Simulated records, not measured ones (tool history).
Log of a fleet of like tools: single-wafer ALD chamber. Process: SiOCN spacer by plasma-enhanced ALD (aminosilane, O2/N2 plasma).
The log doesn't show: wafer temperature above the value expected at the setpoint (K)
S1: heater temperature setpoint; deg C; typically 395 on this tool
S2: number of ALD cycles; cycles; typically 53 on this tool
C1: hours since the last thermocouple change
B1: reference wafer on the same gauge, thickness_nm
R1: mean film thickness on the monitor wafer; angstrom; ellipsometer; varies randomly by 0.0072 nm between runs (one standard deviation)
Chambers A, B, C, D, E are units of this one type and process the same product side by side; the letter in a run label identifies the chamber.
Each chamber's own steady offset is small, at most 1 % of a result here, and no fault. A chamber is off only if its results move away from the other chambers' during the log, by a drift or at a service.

| run | hour | S1 | S2 | C1 | B1 | R1 |
|---|---|---|---|---|---|---|
| 1B | 5.5 | 395 | 53 | 901.5 | 3.0729 | 31.788 |
| 2A | 10.0 | 395 | 53 | 278.1 | 3.0706 | 32.047 |
| 3C | 15.5 | 395 | 53 | 1762.7 | 3.0690 | 32.087 |
| 4E | 20.7 | 395 | 53 | 1694.9 | 3.0702 | 32.263 |
| 5D | 28.1 | 395 | 53 | 715.4 | 3.0711 | 32.100 |
| 6C | 35.9 | 395 | 43 | 1783.1 | 3.0688 | 25.984 |
| 7D | 40.1 | 395 | 43 | 727.4 | 3.0688 | 25.922 |
| 8E | 46.0 | 395 | 43 | 1720.2 | 3.0688 | 26.128 |
| 9B | 53.1 | 395 | 43 | 949.1 | 3.0698 | 25.900 |
| 10A | 60.1 | 395 | 43 | 328.2 | 3.0699 | 25.854 |
| 11D | 66.2 | 395 | 53 | 753.5 | 3.0700 | 32.126 |
| 12A | 70.9 | 400 | 57 | 339.0 | 3.0707 | 34.068 |
| 13E | 76.4 | 400 | 57 | 1750.6 | 3.0697 | 34.308 |
| 14C | 80.2 | 400 | 57 | 1827.4 | 3.0709 | 34.035 |
| 15B | 84.3 | 400 | 57 | 980.3 | 3.0689 | 33.865 |
| 16A | 88.1 | 400 | 57 | 356.2 | 3.0702 | 33.985 |
| 17B | 92.0 | 395 | 53 | 988.0 | 3.0700 | 31.819 |
| 18C | 96.2 | 395 | 53 | 1843.4 | 3.0707 | 32.148 |
| 19D | 99.6 | 395 | 53 | 786.9 | 3.0703 | 32.088 |
| 20E | 105.0 | 395 | 53 | 1779.2 | 3.0711 | 32.163 |
| 21A | 110.9 | 395 | 53 | 379.0 | 3.0700 | 31.977 |
| 22D | 117.9 | 395 | 53 | 805.2 | 3.0687 | 32.064 |
| 23E | 122.9 | 395 | 53 | 1797.1 | 3.0693 | 32.153 |
| 24C | 129.9 | 395 | 53 | 1877.1 | 3.0701 | 32.128 |
| 25B | 134.1 | 386 | 63 | 1030.1 | 3.0706 | 38.146 |
| 26C | 141.7 | 386 | 63 | 1888.9 | 3.0676 | 38.218 |
| 27A | 147.3 | 386 | 63 | 415.4 | 3.0702 | 37.901 |
| 28B | 154.6 | 386 | 63 | 1050.6 | 3.0697 | 37.819 |
| 29D | 158.3 | 386 | 63 | 845.6 | 3.0704 | 38.074 |
| 30E | 162.6 | 395 | 53 | 1836.8 | 3.0687 | 32.237 |
| 31A | 166.4 | 395 | 53 | 434.5 | 3.0697 | 32.007 |
| 32D | 171.0 | 395 | 53 | 858.3 | 3.0686 | 32.024 |
| 33C | 177.6 | 395 | 53 | 1924.8 | 3.0703 | 32.057 |
| 34B | 185.1 | 395 | 53 | 1081.1 | 3.0703 | 31.966 |
| 35E | 188.6 | 395 | 53 | 1862.8 | 3.0692 | 32.290 |
| 36B | 194.8 | 395 | 53 | 1090.8 | 3.0679 | 31.824 |

For the next run the whole fleet of 5 chambers uses the same settings. Give each chamber's results:
| 37A | 200.4 | 403 | 53 |  |  | ? |
| 37B | 200.4 | 403 | 53 |  |  | ? |
| 37C | 200.4 | 403 | 53 |  |  | ? |
| 37D | 200.4 | 403 | 53 |  |  | ? |
| 37E | 200.4 | 403 | 53 |  |  | ? |

| run | R1 |
|---|---|
| 37A | 31.113 |
| 37B | 31.166 |
| 37C | 31.304 |
| 37D | 31.440 |
| 37E | 31.532 |
